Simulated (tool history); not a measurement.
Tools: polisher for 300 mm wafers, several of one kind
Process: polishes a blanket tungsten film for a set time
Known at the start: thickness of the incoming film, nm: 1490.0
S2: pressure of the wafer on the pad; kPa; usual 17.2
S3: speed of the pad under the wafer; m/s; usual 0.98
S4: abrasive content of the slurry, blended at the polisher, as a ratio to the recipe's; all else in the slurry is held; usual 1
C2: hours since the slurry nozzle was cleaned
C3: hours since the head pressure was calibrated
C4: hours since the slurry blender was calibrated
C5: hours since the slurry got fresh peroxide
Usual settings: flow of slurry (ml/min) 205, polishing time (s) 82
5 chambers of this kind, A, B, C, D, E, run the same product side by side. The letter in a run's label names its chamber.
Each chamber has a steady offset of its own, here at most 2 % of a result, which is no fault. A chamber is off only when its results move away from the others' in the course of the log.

{"run": "1A", "hour": 2.3, "flow of slurry (ml/min)": 205, "S2": 17.2, "S3": 0.98, "S4": 1, "polishing time (s)": 82, "wafers polished on this pad": 435, "C2": 126.8, "C3": 750.9, "C4": 50, "C5": 98, "film removed (Å)": 2432.4}
{"run": "2B", "hour": 4.6, "flow of slurry (ml/min)": 205, "S2": 17.2, "S3": 0.98, "S4": 1, "polishing time (s)": 82, "wafers polished on this pad": 687, "C2": 369.6, "C3": 291.4, "C4": 327.8, "C5": 128.2, "film removed (Å)": 2527.6}
{"run": "3D", "hour": 8.2, "flow of slurry (ml/min)": 205, "S2": 17.2, "S3": 0.98, "S4": 1, "polishing time (s)": 82, "wafers polished on this pad": 620, "C2": 102.9, "C3": 289.8, "C4": 251.7, "C5": 73.4, "film removed (Å)": 2533.7}
{"run": "4C", "hour": 11.3, "flow of slurry (ml/min)": 205, "S2": 17.2, "S3": 0.98, "S4": 1, "polishing time (s)": 82, "wafers polished on this pad": 684, "C2": 191.6, "C3": 951.1, "C4": 161.4, "C5": 71.6, "film removed (Å)": 2502.6}
{"run": "5E", "hour": 13.8, "flow of slurry (ml/min)": 205, "S2": 17.2, "S3": 0.98, "S4": 1, "polishing time (s)": 82, "wafers polished on this pad": 209, "C2": 112.2, "C3": 147.7, "C4": 50.9, "C5": 51.3, "film removed (Å)": 2491.9}
{"run": "6C", "hour": 16.3, "flow of slurry (ml/min)": 205, "S2": 17.2, "S3": 0.98, "S4": 1, "polishing time (s)": 82, "wafers polished on this pad": 712, "C2": 196.6, "C3": 956.1, "C4": 166.4, "C5": 76.6, "film removed (Å)": 2585.8}
{"hour": 17.0, "done": "chamber A: worn pad replaced by a new one"}
{"hour": 17.2, "done": "chamber C: slurry tank refilled with fresh slurry and peroxide"}
{"run": "7A", "hour": 18.7, "flow of slurry (ml/min)": 205, "S2": 17.2, "S3": 0.98, "S4": 1, "polishing time (s)": 82, "wafers polished on this pad": 9, "C2": 143.2, "C3": 767.3, "C4": 66.4, "C5": 114.4, "film removed (Å)": 2472.8}
{"run": "8D", "hour": 21.0, "flow of slurry (ml/min)": 205, "S2": 17.2, "S3": 0.98, "S4": 1, "polishing time (s)": 82, "wafers polished on this pad": 690, "C2": 115.7, "C3": 302.6, "C4": 264.5, "C5": 86.2, "film removed (Å)": 2495.2}
{"hour": 24.4, "done": "chamber D: slurry blender recalibrated"}
{"run": "9B", "hour": 25.2, "flow of slurry (ml/min)": 205, "S2": 17.2, "S3": 0.98, "S4": 1, "polishing time (s)": 82, "wafers polished on this pad": 801, "C2": 390.2, "C3": 312, "C4": 348.4, "C5": 148.8, "film removed (Å)": 2545.7}
{"hour": 25.8, "done": "chamber B: slurry blender recalibrated"}
{"hour": 27.7, "done": "chamber D: worn pad replaced by a new one"}
{"run": "10E", "hour": 27.9, "flow of slurry (ml/min)": 205, "S2": 17.2, "S3": 1.22, "S4": 1, "polishing time (s)": 82, "wafers polished on this pad": 286, "C2": 126.3, "C3": 161.8, "C4": 65, "C5": 65.4, "film removed (Å)": 3133.3}
{"hour": 28.3, "done": "chamber A: slurry tank refilled with fresh slurry and peroxide"}
{"run": "11C", "hour": 31.5, "flow of slurry (ml/min)": 205, "S2": 17.2, "S3": 1.22, "S4": 1, "polishing time (s)": 82, "wafers polished on this pad": 796, "C2": 211.8, "C3": 971.3, "C4": 181.6, "C5": 14.3, "film removed (Å)": 3169.9}
{"run": "12E", "hour": 34.4, "flow of slurry (ml/min)": 205, "S2": 17.2, "S3": 1.22, "S4": 1, "polishing time (s)": 82, "wafers polished on this pad": 322, "C2": 132.8, "C3": 168.3, "C4": 71.5, "C5": 71.9, "film removed (Å)": 3139.1}
{"hour": 37.6, "done": "chamber D: slurry tank refilled with fresh slurry and peroxide"}
{"run": "13B", "hour": 38.6, "flow of slurry (ml/min)": 205, "S2": 17.2, "S3": 1.22, "S4": 1, "polishing time (s)": 82, "wafers polished on this pad": 875, "C2": 403.6, "C3": 325.4, "C4": 12.8, "C5": 162.2, "film removed (Å)": 3185.5}
{"hour": 39.8, "done": "chamber B: slurry nozzle cleaned"}
{"run": "14A", "hour": 41.7, "flow of slurry (ml/min)": 205, "S2": 17.2, "S3": 1.22, "S4": 1, "polishing time (s)": 82, "wafers polished on this pad": 136, "C2": 166.2, "C3": 790.3, "C4": 89.4, "C5": 13.5, "film removed (Å)": 3079.5}
{"hour": 43.1, "done": "chamber A: head pressure recalibrated"}
{"run": "15D", "hour": 45.5, "flow of slurry (ml/min)": 205, "S2": 17.2, "S3": 0.98, "S4": 1, "polishing time (s)": 82, "wafers polished on this pad": 98, "C2": 140.2, "C3": 327.1, "C4": 21.2, "C5": 8, "film removed (Å)": 2493.1}
{"hour": 47.1, "done": "chamber B: slurry tank refilled with fresh slurry and peroxide"}
{"run": "16A", "hour": 48.7, "flow of slurry (ml/min)": 205, "S2": 17.2, "S3": 0.78, "S4": 1.15, "polishing time (s)": 82, "wafers polished on this pad": 174, "C2": 173.2, "C3": 5.7, "C4": 96.4, "C5": 20.5, "film removed (Å)": 2011.3}
{"run": "17C", "hour": 52.9, "flow of slurry (ml/min)": 205, "S2": 17.2, "S3": 0.78, "S4": 1.15, "polishing time (s)": 82, "wafers polished on this pad": 913, "C2": 233.2, "C3": 992.7, "C4": 203, "C5": 35.7, "film removed (Å)": 2083.5}
{"hour": 53.6, "done": "chamber B: worn pad replaced by a new one"}
{"run": "18D", "hour": 56.1, "flow of slurry (ml/min)": 205, "S2": 17.2, "S3": 0.78, "S4": 1.15, "polishing time (s)": 82, "wafers polished on this pad": 156, "C2": 150.8, "C3": 337.7, "C4": 31.8, "C5": 18.6, "film removed (Å)": 2058.9}
{"run": "19B", "hour": 58.3, "flow of slurry (ml/min)": 205, "S2": 17.2, "S3": 0.78, "S4": 1.15, "polishing time (s)": 82, "wafers polished on this pad": 25, "C2": 18.6, "C3": 345.1, "C4": 32.5, "C5": 11.2, "film removed (Å)": 2079}
{"run": "20E", "hour": 62.6, "flow of slurry (ml/min)": 205, "S2": 17.2, "S3": 0.78, "S4": 1.15, "polishing time (s)": 82, "wafers polished on this pad": 477, "C2": 161, "C3": 196.5, "C4": 99.7, "C5": 100.1, "film removed (Å)": 2110.5}
{"run": "21A", "hour": 65.6, "flow of slurry (ml/min)": 205, "S2": 17.2, "S3": 0.98, "S4": 1, "polishing time (s)": 82, "wafers polished on this pad": 267, "C2": 190.1, "C3": 22.6, "C4": 113.3, "C5": 37.4, "film removed (Å)": 2494}
{"run": "22D", "hour": 68.4, "flow of slurry (ml/min)": 205, "S2": 17.2, "S3": 0.98, "S4": 1, "polishing time (s)": 82, "wafers polished on this pad": 224, "C2": 163.1, "C3": 350, "C4": 44.1, "C5": 30.9, "film removed (Å)": 2523.7}
{"hour": 70.0, "done": "chamber C: slurry blender recalibrated"}
{"run": "23B", "hour": 71.3, "flow of slurry (ml/min)": 205, "S2": 17.2, "S3": 0.98, "S4": 1, "polishing time (s)": 82, "wafers polished on this pad": 97, "C2": 31.6, "C3": 358.1, "C4": 45.5, "C5": 24.2, "film removed (Å)": 2562.7}
{"run": "24E", "hour": 73.9, "flow of slurry (ml/min)": 205, "S2": 17.2, "S3": 0.98, "S4": 1, "polishing time (s)": 82, "wafers polished on this pad": 539, "C2": 172.3, "C3": 207.8, "C4": 111, "C5": 111.4, "film removed (Å)": 2482.3}
{"run": "25C", "hour": 77.1, "flow of slurry (ml/min)": 205, "S2": 17.2, "S3": 0.98, "S4": 1, "polishing time (s)": 82, "wafers polished on this pad": 1046, "C2": 257.4, "C3": 1016.9, "C4": 7.1, "C5": 59.9, "film removed (Å)": 2475.8}
{"run": "26E", "hour": 80.2, "flow of slurry (ml/min)": 205, "S2": 17.2, "S3": 0.98, "S4": 1, "polishing time (s)": 82, "wafers polished on this pad": 574, "C2": 178.6, "C3": 214.1, "C4": 117.3, "C5": 117.7, "film removed (Å)": 2527}
{"run": "27A", "hour": 83.1, "flow of slurry (ml/min)": 205, "S2": 17.2, "S3": 0.98, "S4": 1, "polishing time (s)": 82, "wafers polished on this pad": 363, "C2": 207.6, "C3": 40.1, "C4": 130.8, "C5": 54.9, "film removed (Å)": 2497.5}
{"hour": 85.6, "done": "chamber C: slurry tank refilled with fresh slurry and peroxide"}
{"run": "28D", "hour": 86.7, "flow of slurry (ml/min)": 205, "S2": 17.2, "S3": 0.98, "S4": 1, "polishing time (s)": 82, "wafers polished on this pad": 324, "C2": 181.4, "C3": 368.3, "C4": 62.4, "C5": 49.2, "film removed (Å)": 2549.8}
{"run": "29B", "hour": 89.8, "flow of slurry (ml/min)": 205, "S2": 17.2, "S3": 0.98, "S4": 1, "polishing time (s)": 82, "wafers polished on this pad": 199, "C2": 50.1, "C3": 376.6, "C4": 64, "C5": 42.7, "film removed (Å)": 2531.7}
{"run": "30C", "hour": 93.7, "flow of slurry (ml/min)": 205, "S2": 17.2, "S3": 0.98, "S4": 1, "polishing time (s)": 82, "wafers polished on this pad": 1138, "C2": 274, "C3": 1033.5, "C4": 23.7, "C5": 8.1, "film removed (Å)": 2576.6}
{"hour": 96.8, "done": "chamber E: worn pad replaced by a new one"}
{"run": "31B", "hour": 98.0, "flow of slurry (ml/min)": 205, "S2": 17.2, "S3": 0.98, "S4": 1.2, "polishing time (s)": 82, "wafers polished on this pad": 244, "C2": 58.3, "C3": 384.8, "C4": 72.2, "C5": 50.9, "film removed (Å)": 2602.2}
{"run": "32C", "hour": 100.4, "flow of slurry (ml/min)": 205, "S2": 17.2, "S3": 0.98, "S4": 1.2, "polishing time (s)": 82, "wafers polished on this pad": 1175, "C2": 280.7, "C3": 1040.2, "C4": 30.4, "C5": 14.8, "film removed (Å)": 2621.9}
{"run": "33E", "hour": 104.0, "flow of slurry (ml/min)": 205, "S2": 17.2, "S3": 0.98, "S4": 1.2, "polishing time (s)": 82, "wafers polished on this pad": 39, "C2": 202.4, "C3": 237.9, "C4": 141.1, "C5": 141.5, "film removed (Å)": 2631.1}
{"run": "34D", "hour": 106.7, "flow of slurry (ml/min)": 205, "S2": 17.2, "S3": 0.98, "S4": 1.2, "polishing time (s)": 82, "wafers polished on this pad": 434, "C2": 201.4, "C3": 388.3, "C4": 82.4, "C5": 69.2, "film removed (Å)": 2648}
{"run": "35A", "hour": 109.8, "flow of slurry (ml/min)": 205, "S2": 17.2, "S3": 0.98, "S4": 1.2, "polishing time (s)": 82, "wafers polished on this pad": 510, "C2": 234.3, "C3": 66.8, "C4": 157.5, "C5": 81.6, "film removed (Å)": 2549}
{"hour": 110.1, "done": "chamber A: worn pad replaced by a new one"}
{"run": "36C", "hour": 112.4, "flow of slurry (ml/min)": 205, "S2": 17.2, "S3": 0.98, "S4": 1, "polishing time (s)": 82, "wafers polished on this pad": 1241, "C2": 292.7, "C3": 1052.2, "C4": 42.4, "C5": 26.8, "film removed (Å)": 2524.5}
{"hour": 112.6, "done": "chamber C: worn pad replaced by a new one"}
{"run": "37B", "hour": 116.6, "flow of slurry (ml/min)": 205, "S2": 17.2, "S3": 0.98, "S4": 1, "polishing time (s)": 82, "wafers polished on this pad": 346, "C2": 76.9, "C3": 403.4, "C4": 90.8, "C5": 69.5, "film removed (Å)": 2489.9}
{"run": "38E", "hour": 119.9, "flow of slurry (ml/min)": 205, "S2": 17.2, "S3": 0.98, "S4": 1, "polishing time (s)": 82, "wafers polished on this pad": 127, "C2": 218.3, "C3": 253.8, "C4": 157, "C5": 157.4, "film removed (Å)": 2500.6}
{"run": "39D", "hour": 124.3, "flow of slurry (ml/min)": 205, "S2": 17.2, "S3": 0.98, "S4": 1, "polishing time (s)": 82, "wafers polished on this pad": 531, "C2": 219, "C3": 405.9, "C4": 100, "C5": 86.8, "film removed (Å)": 2503.3}
{"run": "40A", "hour": 128.4, "flow of slurry (ml/min)": 205, "S2": 17.2, "S3": 1.18, "S4": 1, "polishing time (s)": 82, "wafers polished on this pad": 101, "C2": 252.9, "C3": 85.4, "C4": 176.1, "C5": 100.2, "film removed (Å)": 3025.2}
{"run": "41C", "hour": 131.0, "flow of slurry (ml/min)": 205, "S2": 17.2, "S3": 1.18, "S4": 1, "polishing time (s)": 82, "wafers polished on this pad": 101, "C2": 311.3, "C3": 1070.8, "C4": 61, "C5": 45.4, "film removed (Å)": 3068.7}
{"run": "42A", "hour": 134.0, "flow of slurry (ml/min)": 205, "S2": 17.2, "S3": 1.18, "S4": 1, "polishing time (s)": 82, "wafers polished on this pad": 131, "C2": 258.5, "C3": 91, "C4": 181.7, "C5": 105.8, "film removed (Å)": 2987.2}
{"run": "43B", "hour": 136.9, "flow of slurry (ml/min)": 205, "S2": 17.2, "S3": 1.18, "S4": 1, "polishing time (s)": 82, "wafers polished on this pad": 458, "C2": 97.2, "C3": 423.7, "C4": 111.1, "C5": 89.8, "film removed (Å)": 2986.6}
{"run": "44D", "hour": 139.4, "flow of slurry (ml/min)": 205, "S2": 17.2, "S3": 1.18, "S4": 1, "polishing time (s)": 82, "wafers polished on this pad": 614, "C2": 234.1, "C3": 421, "C4": 115.1, "C5": 101.9, "film removed (Å)": 2974.3}

Next, every chamber runs the same settings. What will each give?
{"run": "45A", "hour": 142.6, "flow of slurry (ml/min)": 205, "S2": 17.2, "S3": 0.98, "S4": 1, "polishing time (s)": 82, "film removed (Å)": "?"}
{"run": "45B", "hour": 142.6, "flow of slurry (ml/min)": 205, "S2": 17.2, "S3": 0.98, "S4": 1, "polishing time (s)": 82, "film removed (Å)": "?"}
{"run": "45C", "hour": 142.6, "flow of slurry (ml/min)": 205, "S2": 17.2, "S3": 0.98, "S4": 1, "polishing time (s)": 82, "film removed (Å)": "?"}
{"run": "45D", "hour": 142.6, "flow of slurry (ml/min)": 205, "S2": 17.2, "S3": 0.98, "S4": 1, "polishing time (s)": 82, "film removed (Å)": "?"}
{"run": "45E", "hour": 142.6, "flow of slurry (ml/min)": 205, "S2": 17.2, "S3": 0.98, "S4": 1, "polishing time (s)": 82, "film removed (Å)": "?"}

run=45A film_removed_(Å)=2503.3
run=45B film_removed_(Å)=2517.3
run=45C film_removed_(Å)=2587.9
run=45D film_removed_(Å)=2531.2
run=45E film_removed_(Å)=2547.5
